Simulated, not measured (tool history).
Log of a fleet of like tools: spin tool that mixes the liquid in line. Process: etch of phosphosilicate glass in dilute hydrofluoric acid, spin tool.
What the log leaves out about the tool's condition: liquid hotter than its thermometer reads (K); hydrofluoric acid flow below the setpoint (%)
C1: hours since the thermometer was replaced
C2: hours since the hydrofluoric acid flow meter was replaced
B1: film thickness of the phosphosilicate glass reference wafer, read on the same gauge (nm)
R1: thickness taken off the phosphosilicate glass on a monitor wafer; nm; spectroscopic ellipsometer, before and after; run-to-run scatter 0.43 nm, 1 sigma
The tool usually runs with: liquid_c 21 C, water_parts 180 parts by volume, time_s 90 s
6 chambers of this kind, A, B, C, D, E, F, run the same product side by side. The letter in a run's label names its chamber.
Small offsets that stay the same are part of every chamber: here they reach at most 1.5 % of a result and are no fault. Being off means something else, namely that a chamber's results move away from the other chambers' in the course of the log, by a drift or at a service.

Run 1B, day 0.329: usual settings; C1 1683.1; C2 1064.8; B1 30.022. Result: R1 53.263 nm.
Run 2A, day 0.738: usual settings; C1 1340.8; C2 1621.2; B1 29.987. Result: R1 53.101 nm.
At day 0.908: chamber D: hydrofluoric acid flow meter replaced.
Run 3D, day 1.117: usual settings; C1 1569.8; C2 5; B1 29.998. Result: R1 52.671 nm.
Run 4C, day 1.3: usual settings; C1 524.6; C2 534.9; B1 30.01. Result: R1 53.011 nm.
Run 5E, day 1.55: usual settings; C1 3119.7; C2 1925.9; B1 30.005. Result: R1 52.477 nm.
Run 6F, day 1.9: usual settings; C1 792.1; C2 322.1; B1 30.001. Result: R1 52.35 nm.
Run 7A, day 2.258: usual settings; C1 1377.3; C2 1657.7; B1 29.996. Result: R1 53.016 nm.
Run 8E, day 2.454: usual settings; C1 3141.4; C2 1947.6; B1 30.015. Result: R1 53.012 nm.
Run 9D, day 2.758: usual settings; C1 1609.2; C2 44.4; B1 29.994. Result: R1 53.329 nm.
Run 10B, day 3.038: usual settings; C1 1748.1; C2 1129.8; B1 29.989. Result: R1 52.975 nm.
Run 11C, day 3.342: usual settings; C1 573.6; C2 583.9; B1 29.988. Result: R1 51.854 nm.
Run 12F, day 3.542: usual settings; C1 831.5; C2 361.5; B1 29.999. Result: R1 52.553 nm.
Run 13B, day 3.888: usual settings; C1 1768.5; C2 1150.2; B1 29.98. Result: R1 52.822 nm.
Run 14F, day 4.233: usual settings but liquid_c 17.5 C; C1 848.1; C2 378.1; B1 30.016. Result: R1 45.775 nm.
Run 15E, day 4.471: usual settings but liquid_c 17.5 C; C1 3189.8; C2 1996; B1 29.977. Result: R1 46.054 nm.
Run 16D, day 4.812: usual settings but liquid_c 17.5 C; C1 1658.5; C2 93.7; B1 30.001. Result: R1 46.681 nm.
Run 17A, day 5.038: usual settings but liquid_c 17.5 C; C1 1444; C2 1724.4; B1 30.023. Result: R1 46.973 nm.
Run 18C, day 5.221: usual settings but liquid_c 17.5 C; C1 618.7; C2 629; B1 30.012. Result: R1 44.872 nm.
Run 19B, day 5.475: usual settings but liquid_c 17.5 C; C1 1806.6; C2 1188.3; B1 30.013. Result: R1 45.839 nm.
Run 20F, day 5.775: usual settings; C1 885.1; C2 415.1; B1 30. Result: R1 53.304 nm.
Run 21A, day 6.117: usual settings; C1 1469.9; C2 1750.3; B1 30.019. Result: R1 53.59 nm.
Run 22E, day 6.5: usual settings but water_parts 245 parts by volume; C1 3238.5; C2 2044.7; B1 29.999. Result: R1 35.7 nm.
Run 23C, day 6.871: usual settings but water_parts 245 parts by volume; C1 658.3; C2 668.6; B1 30.001. Result: R1 36.106 nm.
Run 24D, day 7.192: usual settings but water_parts 245 parts by volume; C1 1715.6; C2 150.8; B1 30.007. Result: R1 37.267 nm.
Run 25D, day 7.542: usual settings but water_parts 245 parts by volume; C1 1724; C2 159.2; B1 29.997. Result: R1 37.397 nm.
At day 7.871: chamber E: thermometer replaced.
Run 26F, day 7.946: usual settings but water_parts 245 parts by volume; C1 937.2; C2 467.2; B1 29.993. Result: R1 35.904 nm.
Run 27A, day 8.221: usual settings but water_parts 245 parts by volume; C1 1520.4; C2 1800.8; B1 30.014. Result: R1 37.181 nm.
Run 28C, day 8.588: usual settings; C1 699.5; C2 709.8; B1 29.981. Result: R1 52.398 nm.
Run 29B, day 8.912: usual settings; C1 1889.1; C2 1270.8; B1 29.993. Result: R1 52.907 nm.
Run 30E, day 9.233: usual settings; C1 32.8; C2 2110.3; B1 29.996. Result: R1 52.798 nm.
Run 31E, day 9.554: usual settings; C1 40.5; C2 2118; B1 29.976. Result: R1 52.596 nm.
Run 32C, day 9.854: usual settings; C1 729.9; C2 740.2; B1 29.988. Result: R1 52.172 nm.
At day 10.254: chamber A: hydrofluoric acid flow meter replaced.
Run 33F, day 10.258: usual settings; C1 992.7; C2 522.7; B1 30.01. Result: R1 52.535 nm.
Run 34B, day 10.629: usual settings; C1 1930.3; C2 1312; B1 30.011. Result: R1 52.815 nm.
Run 35A, day 10.992: usual settings but liquid_c 23 C, time_s 130 s; C1 1586.9; C2 17.8; B1 30.02. Result: R1 83.074 nm.
Run 36D, day 11.3: usual settings but liquid_c 23 C, time_s 130 s; C1 1814.2; C2 249.4; B1 30.01. Result: R1 85.325 nm.
Run 37A, day 11.496: usual settings but liquid_c 23 C, time_s 130 s; C1 1599; C2 29.9; B1 29.972. Result: R1 84.606 nm.
Run 38B, day 11.688: usual settings but liquid_c 23 C, time_s 130 s; C1 1955.7; C2 1337.4; B1 29.984. Result: R1 81.89 nm.
Run 39D, day 11.888: usual settings but liquid_c 23 C, time_s 130 s; C1 1828.3; C2 263.5; B1 29.996. Result: R1 86.6 nm.
At day 12.104: chamber E: hydrofluoric acid flow meter replaced.
Run 40C, day 12.283: usual settings but liquid_c 23 C, time_s 130 s; C1 788.2; C2 798.5; B1 29.996. Result: R1 80.923 nm.
Run 41E, day 12.471: usual settings; C1 110.5; C2 8.8; B1 30.02. Result: R1 53.433 nm.
Run 42F, day 12.696: usual settings; C1 1051.2; C2 581.2; B1 29.992. Result: R1 52.8 nm.

Next, all 6 chambers run the settings below, one line each with question marks for the results. What does each chamber give?
Run 43A, day 12.983: usual settings but liquid_c 25 C. Result: R1 ?.
Run 43B, day 12.983: usual settings but liquid_c 25 C. Result: R1 ?.
Run 43C, day 12.983: usual settings but liquid_c 25 C. Result: R1 ?.
Run 43D, day 12.983: usual settings but liquid_c 25 C. Result: R1 ?.
Run 43E, day 12.983: usual settings but liquid_c 25 C. Result: R1 ?.
Run 43F, day 12.983: usual settings but liquid_c 25 C. Result: R1 ?.

run      R1
43A  61.853
43B  61.948
43C  60.327
43D   65.15
43E  60.895
43F  61.553
